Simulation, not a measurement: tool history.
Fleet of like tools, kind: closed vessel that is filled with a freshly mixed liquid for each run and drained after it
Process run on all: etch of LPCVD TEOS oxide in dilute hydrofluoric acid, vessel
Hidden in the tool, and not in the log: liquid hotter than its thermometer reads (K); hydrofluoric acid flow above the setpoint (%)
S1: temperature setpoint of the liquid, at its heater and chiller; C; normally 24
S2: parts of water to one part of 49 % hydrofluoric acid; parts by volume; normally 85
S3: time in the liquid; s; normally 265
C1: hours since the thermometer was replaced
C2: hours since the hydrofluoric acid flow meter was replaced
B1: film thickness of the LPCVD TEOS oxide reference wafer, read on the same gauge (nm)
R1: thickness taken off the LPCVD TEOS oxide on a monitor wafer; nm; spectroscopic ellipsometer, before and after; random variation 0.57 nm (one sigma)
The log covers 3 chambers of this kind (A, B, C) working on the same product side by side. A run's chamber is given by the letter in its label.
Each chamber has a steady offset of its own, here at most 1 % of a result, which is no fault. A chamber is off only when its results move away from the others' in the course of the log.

{"run": "1C", "hour": 9.6, "S1": 24, "S2": 85, "S3": 265, "C1": 502.4, "C2": 571.7, "B1": 29.965, "R1": 58.684}
{"run": "2A", "hour": 19.0, "S1": 24, "S2": 85, "S3": 265, "C1": 1213.1, "C2": 510.5, "B1": 30.01, "R1": 58.763}
{"run": "3B", "hour": 26.8, "S1": 24, "S2": 85, "S3": 265, "C1": 1045.2, "C2": 590.2, "B1": 29.976, "R1": 58.048}
{"run": "4A", "hour": 38.1, "S1": 24, "S2": 85, "S3": 265, "C1": 1232.2, "C2": 529.6, "B1": 29.977, "R1": 57.98}
{"run": "5C", "hour": 48.6, "S1": 24, "S2": 85, "S3": 265, "C1": 541.4, "C2": 610.7, "B1": 30.022, "R1": 59.431}
{"run": "6B", "hour": 55.7, "S1": 24, "S2": 85, "S3": 265, "C1": 1074.1, "C2": 619.1, "B1": 30.006, "R1": 56.98}
{"run": "7C", "hour": 61.8, "S1": 24, "S2": 85, "S3": 265, "C1": 554.6, "C2": 623.9, "B1": 29.989, "R1": 58.064}
{"run": "8A", "hour": 72.3, "S1": 22, "S2": 85, "S3": 265, "C1": 1266.4, "C2": 563.8, "B1": 30.04, "R1": 54.741}
{"run": "9B", "hour": 79.3, "S1": 22, "S2": 85, "S3": 265, "C1": 1097.7, "C2": 642.7, "B1": 29.978, "R1": 53.754}
{"run": "10C", "hour": 89.5, "S1": 22, "S2": 85, "S3": 265, "C1": 582.3, "C2": 651.6, "B1": 29.998, "R1": 53.962}
{"run": "11B", "hour": 98.4, "S1": 24, "S2": 85, "S3": 265, "C1": 1116.8, "C2": 661.8, "B1": 29.994, "R1": 59.368}
{"hour": 102.7, "done": "chamber B: thermometer replaced"}
{"run": "12A", "hour": 109.4, "S1": 26, "S2": 85, "S3": 265, "C1": 1303.5, "C2": 600.9, "B1": 29.978, "R1": 62.118}
{"run": "13A", "hour": 117.1, "S1": 26, "S2": 85, "S3": 265, "C1": 1311.2, "C2": 608.6, "B1": 30.025, "R1": 64.43}
{"run": "14C", "hour": 124.7, "S1": 26, "S2": 85, "S3": 265, "C1": 617.5, "C2": 686.8, "B1": 29.983, "R1": 64.164}
{"run": "15B", "hour": 131.3, "S1": 24, "S2": 85, "S3": 265, "C1": 28.6, "C2": 694.7, "B1": 29.985, "R1": 60.671}
{"run": "16A", "hour": 141.4, "S1": 24, "S2": 85, "S3": 265, "C1": 1335.5, "C2": 632.9, "B1": 29.989, "R1": 58.666}
{"run": "17B", "hour": 146.9, "S1": 24, "S2": 85, "S3": 265, "C1": 44.2, "C2": 710.3, "B1": 30.032, "R1": 61.107}
{"run": "18C", "hour": 157.7, "S1": 24, "S2": 85, "S3": 265, "C1": 650.5, "C2": 719.8, "B1": 30.0, "R1": 58.945}
{"run": "19A", "hour": 167.3, "S1": 24, "S2": 85, "S3": 265, "C1": 1361.4, "C2": 658.8, "B1": 30.012, "R1": 59.116}
{"run": "20B", "hour": 174.5, "S1": 24, "S2": 85, "S3": 400, "C1": 71.8, "C2": 737.9, "B1": 29.99, "R1": 93.389}
{"run": "21C", "hour": 185.2, "S1": 24, "S2": 85, "S3": 400, "C1": 678.0, "C2": 747.3, "B1": 30.006, "R1": 88.119}
{"run": "22C", "hour": 194.7, "S1": 24, "S2": 85, "S3": 400, "C1": 687.5, "C2": 756.8, "B1": 30.011, "R1": 87.505}
{"run": "23A", "hour": 205.3, "S1": 24, "S2": 85, "S3": 265, "C1": 1399.4, "C2": 696.8, "B1": 29.989, "R1": 58.884}
{"run": "24B", "hour": 212.5, "S1": 20, "S2": 85, "S3": 265, "C1": 109.8, "C2": 775.9, "B1": 29.997, "R1": 55.105}
{"run": "25C", "hour": 221.8, "S1": 20, "S2": 85, "S3": 265, "C1": 714.6, "C2": 783.9, "B1": 30.0, "R1": 49.039}
{"run": "26B", "hour": 227.5, "S1": 20, "S2": 85, "S3": 265, "C1": 124.8, "C2": 790.9, "B1": 29.991, "R1": 54.628}
{"run": "27A", "hour": 232.5, "S1": 24, "S2": 85, "S3": 265, "C1": 1426.6, "C2": 724.0, "B1": 30.02, "R1": 58.905}
{"run": "28A", "hour": 243.1, "S1": 24, "S2": 85, "S3": 265, "C1": 1437.2, "C2": 734.6, "B1": 29.967, "R1": 57.845}
{"run": "29B", "hour": 249.4, "S1": 24, "S2": 85, "S3": 265, "C1": 146.7, "C2": 812.8, "B1": 29.995, "R1": 64.982}
{"run": "30C", "hour": 258.1, "S1": 24, "S2": 85, "S3": 265, "C1": 750.9, "C2": 820.2, "B1": 29.973, "R1": 59.663}

All 3 chambers run these settings next. Forecast each chamber's results:
{"run": "31A", "hour": 266.4, "S1": 24, "S2": 85, "S3": 265, "R1": "?"}
{"run": "31B", "hour": 266.4, "S1": 24, "S2": 85, "S3": 265, "R1": "?"}
{"run": "31C", "hour": 266.4, "S1": 24, "S2": 85, "S3": 265, "R1": "?"}

run=31A R1=58.613
run=31B R1=65.658
run=31C R1=59.330
